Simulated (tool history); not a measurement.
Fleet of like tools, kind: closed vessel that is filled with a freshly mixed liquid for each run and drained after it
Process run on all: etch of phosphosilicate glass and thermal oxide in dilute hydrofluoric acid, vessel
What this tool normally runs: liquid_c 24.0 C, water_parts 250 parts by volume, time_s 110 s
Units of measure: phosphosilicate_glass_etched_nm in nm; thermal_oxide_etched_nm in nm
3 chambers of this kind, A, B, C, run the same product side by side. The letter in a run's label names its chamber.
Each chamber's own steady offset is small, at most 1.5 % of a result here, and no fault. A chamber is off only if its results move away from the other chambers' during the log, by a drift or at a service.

run,hour,liquid_c,water_parts,time_s,"read-back film thickness of the phosphosilicate glass reference wafer, read on the same gauge (nm)","read-back film thickness of the thermal oxide reference wafer, read on the same gauge (nm)",phosphosilicate_glass_etched_nm,thermal_oxide_etched_nm
1A,5.1,24.0,250,110,30.005,69.986,49.915,1.7800
2C,10.6,24.0,250,110,30.016,69.994,48.593,1.7482
3B,14.0,24.0,250,110,30.049,70.008,48.975,1.7581
4C,20.1,24.0,250,110,30.006,70.005,49.308,1.7870
5A,24.9,24.0,155,75,30.037,70.001,62.127,2.2108
6B,29.2,24.0,155,75,29.976,69.994,61.204,2.2281
7B,33.7,24.0,155,75,29.982,69.993,60.071,2.1773
8A,37.9,24.0,250,110,30.005,70.010,49.452,1.7816
9C,43.1,24.0,250,110,29.990,69.976,48.565,1.8052
10B,47.3,24.0,250,110,30.006,69.974,48.891,1.7790
11A,52.9,24.0,250,110,30.020,70.007,48.796,1.7956
12C,56.6,20.5,250,165,29.979,70.013,64.442,2.4270
13B,60.5,20.5,250,165,29.991,70.011,64.402,2.3369
14A,65.9,20.5,250,165,29.979,69.990,65.042,2.3248
15C,69.3,24.0,250,110,30.002,70.013,48.843,1.7721
16A,74.2,24.0,250,110,30.012,69.991,49.542,1.7645
17C,78.1,24.0,250,110,30.036,70.005,49.112,1.7957
18B,82.2,24.0,250,110,30.041,69.985,48.846,1.7651
19A,85.7,24.0,250,110,30.011,70.006,50.087,1.7780
20C,90.1,24.0,250,110,29.998,69.971,49.242,1.7995
21B,95.0,24.0,250,110,30.003,69.990,48.625,1.7880
22B,101.2,24.0,250,110,30.024,70.014,48.651,1.7621
23C,107.1,24.0,250,110,29.990,70.010,49.593,1.8170
24A,111.2,24.0,250,110,29.958,69.985,50.196,1.7750
25B,118.3,24.0,250,110,29.992,70.000,48.452,1.7864

Has any chamber moved away from the others, gradually or after a service, or does the common gauge drift, or do the chambers differ only by their own small steady offsets? State the chamber and the most likely cause if one applies.

Beyond each chamber's small constant offset nothing stands out, and the gauge stays steady.

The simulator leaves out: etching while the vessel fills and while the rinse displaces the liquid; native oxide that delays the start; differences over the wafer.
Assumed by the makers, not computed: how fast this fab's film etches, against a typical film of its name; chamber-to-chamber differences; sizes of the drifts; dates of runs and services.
